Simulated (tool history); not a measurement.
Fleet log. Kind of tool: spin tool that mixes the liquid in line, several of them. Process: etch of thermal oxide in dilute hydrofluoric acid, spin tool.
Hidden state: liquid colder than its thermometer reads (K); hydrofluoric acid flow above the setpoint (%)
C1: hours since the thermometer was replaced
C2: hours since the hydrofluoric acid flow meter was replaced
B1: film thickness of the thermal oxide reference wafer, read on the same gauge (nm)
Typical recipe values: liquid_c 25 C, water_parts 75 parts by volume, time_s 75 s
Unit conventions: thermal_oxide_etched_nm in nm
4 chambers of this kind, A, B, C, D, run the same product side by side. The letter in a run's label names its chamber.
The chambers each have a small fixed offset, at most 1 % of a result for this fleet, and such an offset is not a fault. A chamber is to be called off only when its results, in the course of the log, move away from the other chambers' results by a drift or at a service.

{"run": "1A", "hour": 5.0, "liquid_c": 25, "water_parts": 75, "time_s": 75, "C1": 543.1, "C2": 699.7, "B1": 100.05, "thermal_oxide_etched_nm": 4.8269}
{"run": "2B", "hour": 10.3, "liquid_c": 25, "water_parts": 75, "time_s": 75, "C1": 394.6, "C2": 1274.2, "B1": 99.971, "thermal_oxide_etched_nm": 4.884}
{"run": "3C", "hour": 15.7, "liquid_c": 25, "water_parts": 75, "time_s": 75, "C1": 1201.9, "C2": 203.5, "B1": 100, "thermal_oxide_etched_nm": 4.7845}
{"run": "4D", "hour": 19.5, "liquid_c": 25, "water_parts": 75, "time_s": 75, "C1": 581.8, "C2": 1698.8, "B1": 100.01, "thermal_oxide_etched_nm": 4.8734}
{"run": "5D", "hour": 23.7, "liquid_c": 25, "water_parts": 75, "time_s": 75, "C1": 586, "C2": 1703, "B1": 99.998, "thermal_oxide_etched_nm": 4.8544}
{"run": "6C", "hour": 29.1, "liquid_c": 25, "water_parts": 75, "time_s": 75, "C1": 1215.3, "C2": 216.9, "B1": 100.01, "thermal_oxide_etched_nm": 4.7891}
{"run": "7A", "hour": 33.7, "liquid_c": 29, "water_parts": 75, "time_s": 95, "C1": 571.8, "C2": 728.4, "B1": 100.04, "thermal_oxide_etched_nm": 7.2732}
{"run": "8B", "hour": 36.8, "liquid_c": 29, "water_parts": 75, "time_s": 95, "C1": 421.1, "C2": 1300.7, "B1": 99.936, "thermal_oxide_etched_nm": 7.1803}
{"run": "9D", "hour": 39.3, "liquid_c": 29, "water_parts": 75, "time_s": 95, "C1": 601.6, "C2": 1718.6, "B1": 100.03, "thermal_oxide_etched_nm": 7.235}
{"run": "10C", "hour": 42.8, "liquid_c": 29, "water_parts": 75, "time_s": 95, "C1": 1229, "C2": 230.6, "B1": 100.01, "thermal_oxide_etched_nm": 7.1436}
{"run": "11B", "hour": 47.4, "liquid_c": 25, "water_parts": 75, "time_s": 75, "C1": 431.7, "C2": 1311.3, "B1": 100.01, "thermal_oxide_etched_nm": 4.8446}
{"run": "12A", "hour": 52.3, "liquid_c": 25, "water_parts": 75, "time_s": 75, "C1": 590.4, "C2": 747, "B1": 99.984, "thermal_oxide_etched_nm": 4.9827}
{"run": "13D", "hour": 57.6, "liquid_c": 25, "water_parts": 75, "time_s": 75, "C1": 619.9, "C2": 1736.9, "B1": 99.99, "thermal_oxide_etched_nm": 4.8103}
{"run": "14C", "hour": 62.0, "liquid_c": 25, "water_parts": 75, "time_s": 75, "C1": 1248.2, "C2": 249.8, "B1": 100.05, "thermal_oxide_etched_nm": 4.755}
{"run": "15B", "hour": 64.9, "liquid_c": 25, "water_parts": 75, "time_s": 75, "C1": 449.2, "C2": 1328.8, "B1": 100.02, "thermal_oxide_etched_nm": 4.814}
{"run": "16A", "hour": 68.7, "liquid_c": 25, "water_parts": 75, "time_s": 75, "C1": 606.8, "C2": 763.4, "B1": 100.02, "thermal_oxide_etched_nm": 4.959}
{"run": "17A", "hour": 73.5, "liquid_c": 25, "water_parts": 75, "time_s": 75, "C1": 611.6, "C2": 768.2, "B1": 99.98, "thermal_oxide_etched_nm": 5.0322}
{"run": "18C", "hour": 76.5, "liquid_c": 25, "water_parts": 115, "time_s": 75, "C1": 1262.7, "C2": 264.3, "B1": 100.01, "thermal_oxide_etched_nm": 2.9594}
{"run": "19B", "hour": 79.2, "liquid_c": 25, "water_parts": 115, "time_s": 75, "C1": 463.5, "C2": 1343.1, "B1": 100.03, "thermal_oxide_etched_nm": 2.9807}
{"run": "20D", "hour": 81.9, "liquid_c": 25, "water_parts": 115, "time_s": 75, "C1": 644.2, "C2": 1761.2, "B1": 99.968, "thermal_oxide_etched_nm": 3.0019}
{"run": "21A", "hour": 85.2, "liquid_c": 25, "water_parts": 115, "time_s": 75, "C1": 623.3, "C2": 779.9, "B1": 99.969, "thermal_oxide_etched_nm": 3.1158}
{"run": "22D", "hour": 89.4, "liquid_c": 25, "water_parts": 75, "time_s": 75, "C1": 651.7, "C2": 1768.7, "B1": 100, "thermal_oxide_etched_nm": 4.7928}
{"run": "23B", "hour": 94.1, "liquid_c": 25, "water_parts": 75, "time_s": 75, "C1": 478.4, "C2": 1358, "B1": 99.996, "thermal_oxide_etched_nm": 4.7938}
{"run": "24C", "hour": 97.5, "liquid_c": 25, "water_parts": 75, "time_s": 75, "C1": 1283.7, "C2": 285.3, "B1": 100.02, "thermal_oxide_etched_nm": 4.7583}
{"run": "25A", "hour": 100.7, "liquid_c": 25, "water_parts": 75, "time_s": 75, "C1": 638.8, "C2": 795.4, "B1": 99.986, "thermal_oxide_etched_nm": 5.0282}
{"run": "26B", "hour": 105.8, "liquid_c": 25, "water_parts": 75, "time_s": 75, "C1": 490.1, "C2": 1369.7, "B1": 100.02, "thermal_oxide_etched_nm": 4.8775}
{"run": "27D", "hour": 109.0, "liquid_c": 25, "water_parts": 75, "time_s": 75, "C1": 671.3, "C2": 1788.3, "B1": 99.966, "thermal_oxide_etched_nm": 4.8828}
{"run": "28C", "hour": 111.5, "liquid_c": 25, "water_parts": 75, "time_s": 75, "C1": 1297.7, "C2": 299.3, "B1": 100, "thermal_oxide_etched_nm": 4.7234}
{"run": "29C", "hour": 115.1, "liquid_c": 25, "water_parts": 75, "time_s": 75, "C1": 1301.3, "C2": 302.9, "B1": 99.995, "thermal_oxide_etched_nm": 4.748}
{"run": "30D", "hour": 119.5, "liquid_c": 25, "water_parts": 75, "time_s": 75, "C1": 681.8, "C2": 1798.8, "B1": 99.975, "thermal_oxide_etched_nm": 4.8387}
{"run": "31A", "hour": 122.4, "liquid_c": 25, "water_parts": 75, "time_s": 75, "C1": 660.5, "C2": 817.1, "B1": 99.968, "thermal_oxide_etched_nm": 5.0607}
{"run": "32B", "hour": 125.2, "liquid_c": 25, "water_parts": 75, "time_s": 75, "C1": 509.5, "C2": 1389.1, "B1": 100.01, "thermal_oxide_etched_nm": 4.8387}
{"run": "33B", "hour": 128.9, "liquid_c": 25, "water_parts": 75, "time_s": 75, "C1": 513.2, "C2": 1392.8, "B1": 99.956, "thermal_oxide_etched_nm": 4.9247}
{"run": "34C", "hour": 132.3, "liquid_c": 25, "water_parts": 75, "time_s": 75, "C1": 1318.5, "C2": 320.1, "B1": 99.989, "thermal_oxide_etched_nm": 4.7552}
{"run": "35D", "hour": 137.0, "liquid_c": 25, "water_parts": 75, "time_s": 75, "C1": 699.3, "C2": 1816.3, "B1": 99.937, "thermal_oxide_etched_nm": 4.8434}
{"run": "36A", "hour": 140.9, "liquid_c": 25, "water_parts": 75, "time_s": 75, "C1": 679, "C2": 835.6, "B1": 99.98, "thermal_oxide_etched_nm": 5.1164}
{"run": "37B", "hour": 143.7, "liquid_c": 25, "water_parts": 75, "time_s": 75, "C1": 528, "C2": 1407.6, "B1": 99.934, "thermal_oxide_etched_nm": 4.8236}
{"run": "38C", "hour": 147.0, "liquid_c": 25, "water_parts": 75, "time_s": 75, "C1": 1333.2, "C2": 334.8, "B1": 100.04, "thermal_oxide_etched_nm": 4.76}
{"run": "39D", "hour": 151.3, "liquid_c": 25, "water_parts": 75, "time_s": 75, "C1": 713.6, "C2": 1830.6, "B1": 99.969, "thermal_oxide_etched_nm": 4.8224}
{"run": "40A", "hour": 154.6, "liquid_c": 25, "water_parts": 75, "time_s": 75, "C1": 692.7, "C2": 849.3, "B1": 99.959, "thermal_oxide_etched_nm": 5.2436}
{"run": "41B", "hour": 158.6, "liquid_c": 25, "water_parts": 90, "time_s": 105, "C1": 542.9, "C2": 1422.5, "B1": 100.01, "thermal_oxide_etched_nm": 5.4693}
{"run": "42D", "hour": 162.9, "liquid_c": 25, "water_parts": 90, "time_s": 105, "C1": 725.2, "C2": 1842.2, "B1": 100, "thermal_oxide_etched_nm": 5.64}
{"run": "43C", "hour": 166.1, "liquid_c": 25, "water_parts": 90, "time_s": 105, "C1": 1352.3, "C2": 353.9, "B1": 99.979, "thermal_oxide_etched_nm": 5.4547}

Next, all 4 chambers run the settings below, one line each with question marks for the results. What does each chamber give?
{"run": "44A", "hour": 170.0, "liquid_c": 25, "water_parts": 75, "time_s": 75, "thermal_oxide_etched_nm": "?"}
{"run": "44B", "hour": 170.0, "liquid_c": 25, "water_parts": 75, "time_s": 75, "thermal_oxide_etched_nm": "?"}
{"run": "44C", "hour": 170.0, "liquid_c": 25, "water_parts": 75, "time_s": 75, "thermal_oxide_etched_nm": "?"}
{"run": "44D", "hour": 170.0, "liquid_c": 25, "water_parts": 75, "time_s": 75, "thermal_oxide_etched_nm": "?"}

run=44A thermal_oxide_etched_nm=5.2538
run=44B thermal_oxide_etched_nm=4.8307
run=44C thermal_oxide_etched_nm=4.7852
run=44D thermal_oxide_etched_nm=4.7903
